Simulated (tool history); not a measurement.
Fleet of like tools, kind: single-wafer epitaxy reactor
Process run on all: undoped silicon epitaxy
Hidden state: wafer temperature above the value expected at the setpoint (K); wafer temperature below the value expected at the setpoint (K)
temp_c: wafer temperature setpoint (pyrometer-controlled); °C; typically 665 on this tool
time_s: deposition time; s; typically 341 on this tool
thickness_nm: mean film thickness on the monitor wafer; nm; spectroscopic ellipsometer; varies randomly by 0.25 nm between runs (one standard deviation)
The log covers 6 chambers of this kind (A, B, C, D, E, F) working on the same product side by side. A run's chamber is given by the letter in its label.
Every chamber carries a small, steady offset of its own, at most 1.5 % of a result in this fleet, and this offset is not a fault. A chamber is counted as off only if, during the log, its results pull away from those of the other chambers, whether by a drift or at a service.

run,hour,temp_c,time_s,hours since the last pyrometer calibration,"read-back reference wafer on the same gauge, thickness_nm",thickness_nm
1B,8.3,665,341,1593.9,83.342,78.503
2F,13.0,665,341,2052.2,83.328,79.463
3C,17.8,665,341,861.7,83.396,79.024
4D,22.8,665,341,457.3,83.394,78.841
5A,30.9,665,341,1818.1,83.382,78.882
6E,39.6,665,341,1312.9,83.447,78.170
7B,50.3,665,341,1635.9,83.408,78.666
8A,60.0,665,341,1847.2,83.369,78.960
9E,69.9,665,341,1343.2,83.446,78.177
10C,79.8,665,341,923.7,83.379,79.062
11F,86.9,665,367,2126.1,83.347,86.233
# hour 92.8: chamber A: pyrometer calibrated
12D,93.9,665,367,528.4,83.382,85.001
13B,103.9,665,367,1689.5,83.443,84.487
14C,109.2,665,367,953.1,83.404,84.592
15F,119.6,665,367,2158.8,83.365,85.595
16E,124.3,665,367,1397.6,83.449,84.530
17A,129.8,665,341,37.0,83.324,78.581
18D,135.5,665,341,570.0,83.415,79.068
19F,143.7,660,405,2182.9,83.368,84.758
20E,154.0,660,405,1427.3,83.408,83.516
21A,160.2,660,405,67.4,83.409,84.019
22B,169.3,660,405,1754.9,83.389,83.501
23C,175.7,660,405,1019.6,83.388,84.249
24D,186.2,660,405,620.7,83.463,84.186
25A,195.5,665,341,102.7,83.360,78.764
26C,205.2,665,341,1049.1,83.342,78.667
27F,215.9,665,341,2255.1,83.416,80.184
28B,223.4,665,341,1809.0,83.380,78.662
29D,230.0,665,341,664.5,83.465,78.888
30E,239.8,665,341,1513.1,83.430,78.607
31C,246.6,665,341,1090.5,83.372,78.967
32E,253.1,652,309,1526.4,83.456,53.915
33B,262.6,652,309,1848.2,83.518,53.892
34D,273.3,652,309,707.8,83.390,54.246
35F,283.9,652,309,2323.1,83.474,54.384
36A,294.3,652,309,201.5,83.432,54.093
37B,304.3,652,309,1889.9,83.425,53.920
38D,310.6,665,341,745.1,83.427,78.767
39A,316.8,654,341,224.0,83.440,62.422
40E,323.0,654,341,1596.3,83.441,61.868
41C,332.8,654,341,1176.7,83.440,62.028

Is one chamber off against the others, does the gauge drift, or is nothing wrong? If a chamber is off, say which, and what the likeliest cause is.

The fleet is healthy, with each chamber sitting at its usual small offset and no drift in the gauge.

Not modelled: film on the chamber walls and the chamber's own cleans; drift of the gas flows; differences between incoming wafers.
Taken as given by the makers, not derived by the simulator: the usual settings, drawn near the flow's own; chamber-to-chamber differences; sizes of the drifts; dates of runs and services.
